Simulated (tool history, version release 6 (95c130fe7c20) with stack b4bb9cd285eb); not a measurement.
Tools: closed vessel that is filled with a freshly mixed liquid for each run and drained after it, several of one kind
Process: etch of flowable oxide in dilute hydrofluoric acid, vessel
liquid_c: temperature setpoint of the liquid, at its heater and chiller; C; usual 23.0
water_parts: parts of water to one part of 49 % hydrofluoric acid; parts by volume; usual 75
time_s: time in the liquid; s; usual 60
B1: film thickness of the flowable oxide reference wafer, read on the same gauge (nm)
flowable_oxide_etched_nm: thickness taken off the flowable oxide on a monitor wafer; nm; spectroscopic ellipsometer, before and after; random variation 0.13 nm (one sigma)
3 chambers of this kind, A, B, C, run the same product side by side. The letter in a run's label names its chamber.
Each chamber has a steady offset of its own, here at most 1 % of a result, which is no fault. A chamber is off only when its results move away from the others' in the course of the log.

{"run": "1C", "hour": 4.2, "liquid_c": 23.0, "water_parts": 75, "time_s": 60, "B1": 29.99, "flowable_oxide_etched_nm": 33.265}
{"run": "2B", "hour": 11.8, "liquid_c": 23.0, "water_parts": 75, "time_s": 60, "B1": 29.998, "flowable_oxide_etched_nm": 33.358}
{"run": "3A", "hour": 16.3, "liquid_c": 23.0, "water_parts": 75, "time_s": 60, "B1": 30.004, "flowable_oxide_etched_nm": 33.796}
{"run": "4A", "hour": 21.6, "liquid_c": 23.0, "water_parts": 75, "time_s": 60, "B1": 30.01, "flowable_oxide_etched_nm": 33.58}
{"run": "5B", "hour": 26.7, "liquid_c": 23.0, "water_parts": 75, "time_s": 60, "B1": 30.006, "flowable_oxide_etched_nm": 33.389}
{"run": "6C", "hour": 32.0, "liquid_c": 23.0, "water_parts": 75, "time_s": 60, "B1": 30.004, "flowable_oxide_etched_nm": 33.16}
{"run": "7B", "hour": 38.1, "liquid_c": 23.0, "water_parts": 75, "time_s": 60, "B1": 29.981, "flowable_oxide_etched_nm": 33.48}
{"run": "8A", "hour": 42.7, "liquid_c": 23.0, "water_parts": 75, "time_s": 60, "B1": 30.001, "flowable_oxide_etched_nm": 33.773}
{"run": "9C", "hour": 50.8, "liquid_c": 23.0, "water_parts": 75, "time_s": 60, "B1": 29.994, "flowable_oxide_etched_nm": 33.224}
{"run": "10B", "hour": 56.5, "liquid_c": 23.0, "water_parts": 75, "time_s": 60, "B1": 30.005, "flowable_oxide_etched_nm": 33.483}
{"run": "11A", "hour": 63.6, "liquid_c": 23.0, "water_parts": 75, "time_s": 60, "B1": 29.976, "flowable_oxide_etched_nm": 33.872}
{"run": "12C", "hour": 70.4, "liquid_c": 26.0, "water_parts": 75, "time_s": 60, "B1": 29.98, "flowable_oxide_etched_nm": 37.348}
{"run": "13B", "hour": 77.1, "liquid_c": 26.0, "water_parts": 75, "time_s": 60, "B1": 30.011, "flowable_oxide_etched_nm": 37.591}
{"run": "14C", "hour": 84.9, "liquid_c": 26.0, "water_parts": 75, "time_s": 60, "B1": 30.008, "flowable_oxide_etched_nm": 37.466}
{"run": "15A", "hour": 89.0, "liquid_c": 23.0, "water_parts": 75, "time_s": 60, "B1": 29.981, "flowable_oxide_etched_nm": 34.027}
{"run": "16A", "hour": 97.0, "liquid_c": 23.0, "water_parts": 75, "time_s": 60, "B1": 30.038, "flowable_oxide_etched_nm": 34.053}
{"run": "17B", "hour": 101.9, "liquid_c": 23.0, "water_parts": 75, "time_s": 60, "B1": 29.995, "flowable_oxide_etched_nm": 33.366}
{"run": "18C", "hour": 108.8, "liquid_c": 23.0, "water_parts": 75, "time_s": 60, "B1": 29.988, "flowable_oxide_etched_nm": 33.42}
{"run": "19A", "hour": 115.5, "liquid_c": 23.0, "water_parts": 115, "time_s": 35, "B1": 30.015, "flowable_oxide_etched_nm": 12.441}
{"run": "20B", "hour": 120.8, "liquid_c": 23.0, "water_parts": 115, "time_s": 35, "B1": 29.994, "flowable_oxide_etched_nm": 12.206}
{"run": "21C", "hour": 129.5, "liquid_c": 23.0, "water_parts": 115, "time_s": 35, "B1": 30.002, "flowable_oxide_etched_nm": 12.121}
{"run": "22B", "hour": 137.3, "liquid_c": 23.0, "water_parts": 75, "time_s": 60, "B1": 29.959, "flowable_oxide_etched_nm": 33.401}
{"run": "23C", "hour": 142.7, "liquid_c": 23.0, "water_parts": 75, "time_s": 60, "B1": 29.989, "flowable_oxide_etched_nm": 33.399}
{"run": "24A", "hour": 149.3, "liquid_c": 26.5, "water_parts": 45, "time_s": 60, "B1": 29.969, "flowable_oxide_etched_nm": 69.115}
{"run": "25A", "hour": 154.4, "liquid_c": 26.5, "water_parts": 45, "time_s": 60, "B1": 29.993, "flowable_oxide_etched_nm": 69.379}
{"run": "26B", "hour": 160.7, "liquid_c": 26.5, "water_parts": 45, "time_s": 60, "B1": 29.983, "flowable_oxide_etched_nm": 66.233}
{"run": "27C", "hour": 167.7, "liquid_c": 23.0, "water_parts": 75, "time_s": 60, "B1": 30.007, "flowable_oxide_etched_nm": 33.21}
{"run": "28A", "hour": 171.5, "liquid_c": 23.0, "water_parts": 50, "time_s": 60, "B1": 30.01, "flowable_oxide_etched_nm": 54.159}
{"run": "29C", "hour": 176.3, "liquid_c": 23.0, "water_parts": 50, "time_s": 60, "B1": 30.01, "flowable_oxide_etched_nm": 51.411}
{"run": "30B", "hour": 181.6, "liquid_c": 23.0, "water_parts": 50, "time_s": 60, "B1": 30.008, "flowable_oxide_etched_nm": 51.488}
{"run": "31B", "hour": 188.3, "liquid_c": 23.0, "water_parts": 75, "time_s": 60, "B1": 30.025, "flowable_oxide_etched_nm": 33.376}

All 3 chambers run these settings next. Forecast each chamber's results:
{"run": "32A", "hour": 194.5, "liquid_c": 23.0, "water_parts": 95, "time_s": 60, "flowable_oxide_etched_nm": "?"}
{"run": "32B", "hour": 194.5, "liquid_c": 23.0, "water_parts": 95, "time_s": 60, "flowable_oxide_etched_nm": "?"}
{"run": "32C", "hour": 194.5, "liquid_c": 23.0, "water_parts": 95, "time_s": 60, "flowable_oxide_etched_nm": "?"}

run=32A flowable_oxide_etched_nm=26.790
run=32B flowable_oxide_etched_nm=25.729
run=32C flowable_oxide_etched_nm=25.708
